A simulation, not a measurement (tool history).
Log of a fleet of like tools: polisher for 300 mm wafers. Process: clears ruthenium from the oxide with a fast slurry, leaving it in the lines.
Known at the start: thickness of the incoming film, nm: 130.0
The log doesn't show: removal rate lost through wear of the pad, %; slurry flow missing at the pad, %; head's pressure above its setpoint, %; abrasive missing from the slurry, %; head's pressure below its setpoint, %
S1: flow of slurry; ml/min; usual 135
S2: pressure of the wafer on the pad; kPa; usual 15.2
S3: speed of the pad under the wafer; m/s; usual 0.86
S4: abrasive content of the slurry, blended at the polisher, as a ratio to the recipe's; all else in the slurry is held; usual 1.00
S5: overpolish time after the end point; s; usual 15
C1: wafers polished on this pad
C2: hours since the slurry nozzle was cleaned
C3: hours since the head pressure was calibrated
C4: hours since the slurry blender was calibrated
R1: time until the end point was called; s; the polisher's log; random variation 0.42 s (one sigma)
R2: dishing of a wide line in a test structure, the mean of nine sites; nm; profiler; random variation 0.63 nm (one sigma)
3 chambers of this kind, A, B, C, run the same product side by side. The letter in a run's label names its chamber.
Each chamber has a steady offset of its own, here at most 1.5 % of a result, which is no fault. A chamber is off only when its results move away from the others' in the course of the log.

| run | hour | S1 | S2 | S3 | S4 | S5 | C1 | C2 | C3 | C4 | R1 | R2 |
|---|---|---|---|---|---|---|---|---|---|---|---|---|
| 1C | 13.5 | 135 | 15.2 | 0.86 | 1.00 | 15 | 214 | 585.0 | 369.0 | 162.1 | 40.819 | 38.901 |
|  | 14.8 | chamber B: worn pad replaced by a new one |
|  | 20.6 | chamber A: slurry blender recalibrated |
| 2A | 26.3 | 135 | 15.2 | 0.86 | 1.00 | 15 | 1099 | 314.0 | 632.9 | 5.7 | 40.637 | 37.547 |
|  | 36.8 | chamber A: worn pad replaced by a new one |
| 3B | 37.4 | 135 | 15.2 | 0.86 | 1.00 | 15 | 312 | 536.1 | 81.5 | 66.6 | 40.825 | 36.968 |
| 4C | 46.3 | 135 | 15.2 | 0.86 | 1.00 | 15 | 668 | 617.8 | 401.8 | 194.9 | 41.299 | 37.496 |
|  | 50.9 | chamber A: slurry nozzle cleaned |
| 5A | 58.7 | 135 | 15.2 | 0.86 | 1.00 | 15 | 303 | 7.9 | 665.3 | 38.1 | 41.144 | 37.317 |
| 6B | 69.5 | 135 | 15.2 | 0.86 | 1.00 | 15 | 756 | 568.2 | 113.6 | 98.7 | 40.673 | 36.559 |
| 7C | 81.4 | 135 | 15.2 | 0.86 | 1.00 | 15 | 1153 | 652.9 | 436.9 | 230.0 | 40.883 | 37.922 |
| 8A | 89.8 | 135 | 15.2 | 0.86 | 1.00 | 15 | 733 | 39.0 | 696.4 | 69.2 | 40.917 | 36.966 |
|  | 93.8 | chamber B: worn pad replaced by a new one |
| 9B | 102.1 | 135 | 15.2 | 0.86 | 1.00 | 15 | 115 | 600.8 | 146.2 | 131.3 | 41.560 | 37.431 |
|  | 105.8 | chamber B: slurry nozzle cleaned |
|  | 105.9 | chamber C: worn pad replaced by a new one |
|  | 106.5 | chamber A: worn pad replaced by a new one |
| 10A | 111.9 | 135 | 15.2 | 0.86 | 1.00 | 15 | 75 | 61.1 | 718.5 | 91.3 | 40.848 | 37.857 |
| 11C | 123.5 | 135 | 15.2 | 0.86 | 1.00 | 15 | 244 | 695.0 | 479.0 | 272.1 | 40.722 | 37.463 |
| 12B | 133.5 | 135 | 15.2 | 0.86 | 1.00 | 15 | 549 | 27.7 | 177.6 | 162.7 | 41.776 | 37.722 |
|  | 145.9 | chamber C: slurry nozzle cleaned |
| 13C | 146.2 | 135 | 15.2 | 1.14 | 1.00 | 15 | 558 | 0.3 | 501.7 | 294.8 | 31.425 | 46.521 |
| 14B | 158.7 | 135 | 15.2 | 1.14 | 1.00 | 15 | 897 | 52.9 | 202.8 | 187.9 | 31.427 | 48.100 |
|  | 166.8 | chamber B: worn pad replaced by a new one |
| 15A | 170.2 | 135 | 15.2 | 1.14 | 1.00 | 15 | 881 | 119.4 | 776.8 | 149.6 | 30.761 | 48.338 |
|  | 176.0 | chamber A: worn pad replaced by a new one |
| 16C | 182.3 | 135 | 15.2 | 0.86 | 1.00 | 15 | 1057 | 36.4 | 537.8 | 330.9 | 40.330 | 37.307 |
| 17B | 188.8 | 135 | 15.2 | 0.86 | 0.80 | 15 | 304 | 83.0 | 232.9 | 218.0 | 46.180 | 33.739 |
| 18A | 196.8 | 135 | 15.2 | 0.86 | 0.80 | 15 | 288 | 146.0 | 803.4 | 176.2 | 45.451 | 34.601 |
| 19B | 211.0 | 135 | 15.2 | 0.86 | 0.80 | 15 | 611 | 105.2 | 255.1 | 240.2 | 46.033 | 33.975 |
|  | 213.3 | chamber C: worn pad replaced by a new one |
| 20C | 223.7 | 135 | 15.2 | 0.86 | 1.00 | 15 | 144 | 77.8 | 579.2 | 372.3 | 40.550 | 38.083 |
|  | 229.5 | chamber C: slurry blender recalibrated |
| 21A | 235.1 | 135 | 15.2 | 0.86 | 0.85 | 24 | 818 | 184.3 | 841.7 | 214.5 | 44.681 | 51.937 |
|  | 242.2 | chamber B: worn pad replaced by a new one |
| 22C | 249.3 | 135 | 15.2 | 0.86 | 0.85 | 24 | 498 | 103.4 | 604.8 | 19.9 | 45.046 | 52.153 |
|  | 255.0 | chamber A: worn pad replaced by a new one |
|  | 255.3 | chamber A: slurry blender recalibrated |
| 23B | 259.0 | 135 | 15.2 | 0.86 | 0.85 | 24 | 232 | 153.2 | 303.1 | 288.2 | 44.505 | 51.124 |
|  | 265.1 | chamber B: slurry blender recalibrated |
| 24A | 266.2 | 150 | 15.2 | 0.86 | 1.10 | 15 | 154 | 215.4 | 872.8 | 10.9 | 38.696 | 39.250 |
| 25C | 275.1 | 150 | 15.2 | 0.86 | 1.10 | 15 | 855 | 129.2 | 630.6 | 45.7 | 38.285 | 40.034 |
| 26B | 288.2 | 150 | 15.2 | 0.86 | 1.10 | 15 | 636 | 182.4 | 332.3 | 23.2 | 38.882 | 39.203 |
| 27A | 295.1 | 135 | 15.2 | 1.00 | 0.90 | 15 | 554 | 244.3 | 901.7 | 39.8 | 36.690 | 40.497 |
| 28C | 304.6 | 135 | 15.2 | 1.00 | 0.90 | 15 | 1263 | 158.7 | 660.1 | 75.2 | 36.825 | 40.649 |
| 29A | 311.0 | 135 | 15.2 | 1.00 | 0.90 | 15 | 774 | 260.2 | 917.6 | 55.7 | 36.967 | 40.834 |
| 30B | 318.1 | 135 | 15.2 | 0.86 | 1.00 | 15 | 1050 | 212.3 | 362.2 | 53.1 | 40.816 | 37.214 |
|  | 327.4 | chamber C: worn pad replaced by a new one |
|  | 327.6 | chamber B: worn pad replaced by a new one |
|  | 331.0 | chamber A: worn pad replaced by a new one |
| 31B | 331.1 | 135 | 15.2 | 0.86 | 1.00 | 15 | 48 | 225.3 | 375.2 | 66.1 | 41.347 | 36.983 |
| 32A | 338.6 | 135 | 15.2 | 0.86 | 1.00 | 15 | 105 | 287.8 | 945.2 | 83.3 | 40.922 | 38.296 |
| 33C | 347.7 | 135 | 15.2 | 0.86 | 1.00 | 15 | 281 | 201.8 | 703.2 | 118.3 | 40.538 | 37.287 |
| 34C | 356.1 | 135 | 15.2 | 0.86 | 1.00 | 15 | 397 | 210.2 | 711.6 | 126.7 | 40.467 | 38.618 |
| 35B | 368.9 | 135 | 15.2 | 0.86 | 1.00 | 15 | 571 | 263.1 | 413.0 | 103.9 | 41.225 | 37.426 |
| 36A | 379.1 | 135 | 15.2 | 0.86 | 1.00 | 15 | 665 | 328.3 | 985.7 | 123.8 | 40.265 | 37.190 |
| 37B | 388.3 | 135 | 15.2 | 0.86 | 1.00 | 15 | 839 | 282.5 | 432.4 | 123.3 | 41.160 | 37.572 |
|  | 388.5 | chamber A: slurry nozzle cleaned |
| 38A | 401.9 | 135 | 15.2 | 0.86 | 1.00 | 15 | 980 | 13.5 | 1008.5 | 146.6 | 40.627 | 36.510 |

All 3 chambers run these settings next. Forecast each chamber's results:
| 39A | 412.2 | 135 | 15.2 | 0.86 | 1.00 | 15 |  |  |  |  | ? | ? |
| 39B | 412.2 | 135 | 15.2 | 0.86 | 1.00 | 15 |  |  |  |  | ? | ? |
| 39C | 412.2 | 135 | 15.2 | 0.86 | 1.00 | 15 |  |  |  |  | ? | ? |

| run | R1 | R2 |
|---|---|---|
| 39A | 40.578 | 37.138 |
| 39B | 41.732 | 37.744 |
| 39C | 40.430 | 38.151 |
